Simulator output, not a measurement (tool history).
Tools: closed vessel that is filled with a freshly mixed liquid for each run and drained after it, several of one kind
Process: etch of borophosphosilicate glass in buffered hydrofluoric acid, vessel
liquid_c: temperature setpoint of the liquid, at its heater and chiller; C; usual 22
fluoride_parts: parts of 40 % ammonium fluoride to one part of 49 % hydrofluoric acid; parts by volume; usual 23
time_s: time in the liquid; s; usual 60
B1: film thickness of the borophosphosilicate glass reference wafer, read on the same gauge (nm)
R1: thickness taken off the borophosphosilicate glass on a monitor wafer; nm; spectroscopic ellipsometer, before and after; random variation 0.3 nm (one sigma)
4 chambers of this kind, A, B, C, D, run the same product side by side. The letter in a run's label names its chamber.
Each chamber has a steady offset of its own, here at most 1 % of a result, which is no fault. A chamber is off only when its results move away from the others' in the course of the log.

run 1B hour=5.6 | liquid_c=22 fluoride_parts=23 time_s=60 | B1=59.980 | R1=32.238
run 2C hour=15.7 | liquid_c=22 fluoride_parts=23 time_s=60 | B1=59.990 | R1=32.191
run 3D hour=23.1 | liquid_c=22 fluoride_parts=23 time_s=60 | B1=59.988 | R1=31.483
run 4A hour=33.0 | liquid_c=22 fluoride_parts=23 time_s=60 | B1=59.979 | R1=31.238
run 5C hour=42.3 | liquid_c=22 fluoride_parts=23 time_s=95 | B1=60.003 | R1=50.618
run 6A hour=48.5 | liquid_c=22 fluoride_parts=23 time_s=95 | B1=59.973 | R1=50.307
run 7B hour=58.5 | liquid_c=22 fluoride_parts=23 time_s=95 | B1=59.981 | R1=51.104
run 8D hour=66.5 | liquid_c=22 fluoride_parts=23 time_s=95 | B1=59.992 | R1=50.982
run 9B hour=76.6 | liquid_c=22 fluoride_parts=23 time_s=60 | B1=60.020 | R1=31.673
run 10C hour=84.7 | liquid_c=22 fluoride_parts=23 time_s=60 | B1=60.006 | R1=31.134
run 11A hour=94.9 | liquid_c=22 fluoride_parts=23 time_s=60 | B1=59.958 | R1=31.327
run 12D hour=102.4 | liquid_c=22 fluoride_parts=23 time_s=60 | B1=60.001 | R1=31.684
run 13D hour=111.4 | liquid_c=22 fluoride_parts=23 time_s=60 | B1=59.979 | R1=31.496
run 14A hour=119.1 | liquid_c=22 fluoride_parts=23 time_s=60 | B1=60.001 | R1=31.568
run 15C hour=127.7 | liquid_c=22 fluoride_parts=23 time_s=60 | B1=59.976 | R1=30.670
run 16B hour=132.7 | liquid_c=22 fluoride_parts=23 time_s=60 | B1=59.988 | R1=32.287
run 17A hour=142.1 | liquid_c=22 fluoride_parts=23 time_s=60 | B1=60.003 | R1=31.347
run 18B hour=152.3 | liquid_c=22 fluoride_parts=23 time_s=60 | B1=60.002 | R1=32.101
run 19C hour=158.1 | liquid_c=22 fluoride_parts=23 time_s=60 | B1=59.972 | R1=30.347
run 20D hour=167.4 | liquid_c=22 fluoride_parts=23 time_s=60 | B1=59.988 | R1=32.144
run 21D hour=176.3 | liquid_c=22 fluoride_parts=23 time_s=60 | B1=59.986 | R1=32.030
run 22A hour=181.6 | liquid_c=22 fluoride_parts=23 time_s=60 | B1=60.004 | R1=31.506
run 23C hour=187.5 | liquid_c=22 fluoride_parts=23 time_s=60 | B1=60.001 | R1=29.787
run 24B hour=196.3 | liquid_c=22 fluoride_parts=23 time_s=60 | B1=59.987 | R1=31.932
run 25A hour=203.8 | liquid_c=22 fluoride_parts=23 time_s=60 | B1=59.979 | R1=32.023
run 26B hour=211.0 | liquid_c=22 fluoride_parts=23 time_s=60 | B1=60.008 | R1=32.278
run 27C hour=217.5 | liquid_c=22 fluoride_parts=23 time_s=60 | B1=60.005 | R1=29.436
run 28D hour=222.0 | liquid_c=22 fluoride_parts=23 time_s=60 | B1=60.008 | R1=31.379
run 29B hour=231.5 | liquid_c=22 fluoride_parts=23 time_s=60 | B1=59.991 | R1=32.225

Is one chamber off against the others, does the gauge drift, or is nothing wrong? If a chamber is off, say which, and what the likeliest cause is.

Chamber C drifts away from the others.
Cause: hydrofluoric acid flow below the setpoint (%) = 11.4.
The log may not tell that from: liquid colder than its thermometer reads (K).

Here are 4 candidates for chamber C's next run, each the usual settings with a change, their results left as question marks. Which one brings its results back in line with what the others give on the usual settings?
In line means no further than this from the other chambers' mean on the usual settings: R1 1.100 nm
run 30C-1 hour=238.8 | liquid_c=22.0 fluoride_parts=23.0 time_s=65 | R1=?
run 30C-2 hour=238.8 | liquid_c=21.5 fluoride_parts=24.5 time_s=60 | R1=?
run 30C-3 hour=238.8 | liquid_c=22.0 fluoride_parts=27.5 time_s=60 | R1=?
run 30C-4 hour=238.8 | liquid_c=22.5 fluoride_parts=22.0 time_s=65 | R1=?

The other chambers' mean on the usual settings: R1 31.965 nm
run=30C-1 R1=32.056
run=30C-2 R1=27.529
run=30C-3 R1=25.862
run=30C-4 R1=33.986
30C-1 brings the chamber back in line.

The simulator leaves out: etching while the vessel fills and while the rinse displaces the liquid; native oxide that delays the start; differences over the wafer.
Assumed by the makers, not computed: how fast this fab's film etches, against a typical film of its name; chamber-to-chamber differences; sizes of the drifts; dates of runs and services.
